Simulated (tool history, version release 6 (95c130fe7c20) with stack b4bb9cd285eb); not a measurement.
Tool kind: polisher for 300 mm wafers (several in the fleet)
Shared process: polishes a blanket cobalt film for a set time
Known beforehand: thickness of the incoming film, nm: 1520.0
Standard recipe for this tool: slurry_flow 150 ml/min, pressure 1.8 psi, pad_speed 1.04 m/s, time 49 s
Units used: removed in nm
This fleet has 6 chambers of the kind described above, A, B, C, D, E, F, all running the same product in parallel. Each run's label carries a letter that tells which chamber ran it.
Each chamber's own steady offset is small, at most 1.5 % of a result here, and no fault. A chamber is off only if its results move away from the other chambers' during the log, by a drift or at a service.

run,hour,slurry_flow,pressure,pad_speed,time,removed
# hour 1.7: chamber D: worn pad replaced by a new one
1F,6.1,150,1.8,1.04,49,261.24
# hour 6.8: chamber A: slurry nozzle cleaned
2A,8.9,150,1.8,1.04,49,256.62
3E,15.1,150,1.8,1.04,49,256.74
4D,19.1,150,1.8,1.04,49,261.84
5C,22.7,150,1.8,1.04,49,256.13
6B,28.1,150,1.8,0.84,39,165.69
7E,34.3,150,1.8,0.84,39,166.40
# hour 34.6: chamber B: worn pad replaced by a new one
8F,39.3,150,1.8,0.84,39,168.29
# hour 40.9: chamber C: worn pad replaced by a new one
# hour 45.1: chamber F: worn pad replaced by a new one
9A,45.1,150,1.8,0.84,39,165.29
# hour 48.5: chamber A: worn pad replaced by a new one
10D,50.4,150,1.8,0.84,39,165.55
11C,53.5,150,1.8,0.84,39,162.88
# hour 59.6: chamber C: slurry nozzle cleaned
12B,59.8,150,1.8,1.04,49,257.95
# hour 62.8: chamber D: worn pad replaced by a new one
13A,63.6,150,1.8,1.04,49,256.80
14C,69.4,150,1.8,1.04,49,250.75
15D,75.1,150,1.8,1.04,49,257.75
16F,80.1,150,1.8,1.04,49,259.18
17B,84.7,115,1.8,1.04,60,300.05
18E,90.9,115,1.8,1.04,60,285.01
# hour 93.4: chamber B: worn pad replaced by a new one
19B,94.7,115,1.8,1.04,60,300.87
# hour 96.8: chamber F: worn pad replaced by a new one
20A,99.0,115,1.8,1.04,60,294.82
21D,104.6,115,1.8,1.04,60,306.65
# hour 107.7: chamber A: head pressure recalibrated
22E,107.9,115,1.8,1.04,60,282.95
23F,114.1,150,1.8,1.04,49,259.98
24C,118.6,150,1.8,1.04,49,256.40
# hour 118.8: chamber D: worn pad replaced by a new one
25E,124.1,150,1.8,1.04,49,240.24
# hour 124.2: chamber A: worn pad replaced by a new one
26B,127.4,150,1.8,1.04,49,258.56
# hour 128.0: chamber C: worn pad replaced by a new one
27F,132.3,150,1.8,1.04,49,260.45
28D,135.1,150,1.8,1.04,49,261.19
# hour 139.5: chamber B: worn pad replaced by a new one
29C,139.9,150,1.8,1.04,49,256.98
30A,145.2,150,1.8,1.04,49,256.51
# hour 145.6: chamber F: worn pad replaced by a new one
31D,151.3,150,1.8,1.04,49,256.91
32E,156.6,150,1.8,1.04,49,232.29
33F,161.9,150,1.8,1.04,49,261.92
34B,164.9,150,1.8,1.04,49,259.21
35A,170.3,150,1.8,1.04,49,258.19
36C,173.5,150,1.8,1.04,49,255.71
# hour 177.5: chamber D: worn pad replaced by a new one
37D,177.6,150,1.8,1.04,49,258.50
38E,182.7,150,1.8,1.04,49,233.47
39C,186.2,150,1.8,1.04,49,257.30

All chambers now run identical settings, listed one chamber a line with results as question marks. What results will each chamber show?
40A,190.8,150,1.8,0.94,49,?
40B,190.8,150,1.8,0.94,49,?
40C,190.8,150,1.8,0.94,49,?
40D,190.8,150,1.8,0.94,49,?
40E,190.8,150,1.8,0.94,49,?
40F,190.8,150,1.8,0.94,49,?

run,removed
40A,230.54
40B,234.23
40C,231.21
40D,231.77
40E,208.66
40F,236.52

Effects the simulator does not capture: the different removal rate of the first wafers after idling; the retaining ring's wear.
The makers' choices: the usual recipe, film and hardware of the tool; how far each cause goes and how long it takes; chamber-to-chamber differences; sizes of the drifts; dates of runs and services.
